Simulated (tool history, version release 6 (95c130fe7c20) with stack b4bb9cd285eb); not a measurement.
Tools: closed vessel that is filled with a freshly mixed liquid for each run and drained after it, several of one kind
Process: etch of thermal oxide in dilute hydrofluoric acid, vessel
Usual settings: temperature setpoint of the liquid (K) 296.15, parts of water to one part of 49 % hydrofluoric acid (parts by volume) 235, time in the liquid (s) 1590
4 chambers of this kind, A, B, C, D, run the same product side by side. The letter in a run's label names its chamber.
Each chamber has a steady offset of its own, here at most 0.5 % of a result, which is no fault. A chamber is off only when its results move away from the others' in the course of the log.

run   hour  temperature setpoint of the liquid (K)  parts of water to one part of 49 % hydrofluoric acid (parts by volume)  time in the liquid (s)  read-back film thickness of the thermal oxide reference wafer, read on the same gauge (nm)  thickness taken off the thermal oxide on a monitor wafer (angstrom)
 1B    7.1                                  296.15                                                                     235                    1590                                                                                      50.013                                                               272.55
 2C     15                                  296.15                                                                     235                    1590                                                                                      49.983                                                               270.72
 3D   19.7                                  296.15                                                                     235                    1590                                                                                      49.974                                                               276.05
 4A   23.8                                  296.15                                                                     235                    1590                                                                                      49.999                                                               271.46
 5B   31.3                                  296.15                                                                     235                    1590                                                                                      50.016                                                               275.57
 6C   37.8                                  296.15                                                                     235                    1590                                                                                      50.014                                                               271.27
 7D   42.9                                  296.15                                                                     235                    1590                                                                                      50.011                                                               277.25
 8A   47.2                                  296.15                                                                     235                    1590                                                                                      50.028                                                               274.18
 9D   53.4                                  296.15                                                                     235                    1590                                                                                      50.011                                                               270.24
10C   57.6                                  296.15                                                                     235                    1590                                                                                      50.018                                                               274.51
11B   65.4                                  296.15                                                                     235                    2310                                                                                      50.007                                                               396.25
12A   72.8                                  296.15                                                                     235                    2310                                                                                      50.032                                                               397.99
13C   77.3                                  296.15                                                                     235                    2310                                                                                      50.016                                                               402.31
14D   81.6                                  296.15                                                                     235                    2310                                                                                      50.003                                                               400.97
15A   85.1                                  296.15                                                                     335                    1900                                                                                      50.002                                                                  211
16B   90.1                                  296.15                                                                     335                    1900                                                                                      50.017                                                                211.3
17B   96.5                                  296.15                                                                     335                    1900                                                                                      50.019                                                               204.77
18C  104.3                                  296.15                                                                     335                    1900                                                                                      50.003                                                               203.88
19A  109.3                                  296.15                                                                     235                    1590                                                                                      50.023                                                                273.5
     115.1  -- chamber B: hydrofluoric acid flow meter replaced
20D  116.3                                  296.15                                                                     235                    1590                                                                                      50.004                                                               276.11
21D    120                                  296.15                                                                     235                    1590                                                                                      49.999                                                                276.8
22C  126.8                                  296.15                                                                     235                    1590                                                                                      50.003                                                               269.96
23B  131.6                                  296.15                                                                     235                    1590                                                                                      49.996                                                                274.1
24A  139.3                                  296.15                                                                     235                    1590                                                                                      50.029                                                               271.35
25D  145.8                                  296.15                                                                     235                    1590                                                                                      50.008                                                               274.09
26B  153.2                                  296.15                                                                     235                    1590                                                                                      49.989                                                               273.98
     156.2  -- chamber D: thermometer replaced
27A  158.9                                  298.15                                                                     315                    1590                                                                                      50.018                                                               200.49
28C  165.8                                  298.15                                                                     315                    1590                                                                                      50.011                                                               201.85
29D  171.4                                  298.15                                                                     315                    1590                                                                                      49.989                                                               199.23
30B  176.7                                  298.15                                                                     315                    1590                                                                                      50.004                                                               200.83
31C  182.5                                  298.65                                                                     235                    2000                                                                                      50.002                                                               373.79
     188.6  -- chamber A: hydrofluoric acid flow meter replaced
32A    189                                  298.65                                                                     235                    2000                                                                                      49.988                                                               377.25
33D  196.7                                  298.65                                                                     235                    2000                                                                                      49.986                                                               378.74
34B  201.5                                  298.65                                                                     235                    2000                                                                                      49.998                                                               376.56

All 4 chambers run these settings next. Forecast each chamber's results:
35A  207.3                                  296.15                                                                     235                    1590                                                                                                                                                                ?
35B  207.3                                  296.15                                                                     235                    1590                                                                                                                                                                ?
35C  207.3                                  296.15                                                                     235                    1590                                                                                                                                                                ?
35D  207.3                                  296.15                                                                     235                    1590                                                                                                                                                                ?

run  thickness taken off the thermal oxide on a monitor wafer (angstrom)
35A                                                               273.42
35B                                                               275.34
35C                                                               270.99
35D                                                               273.03
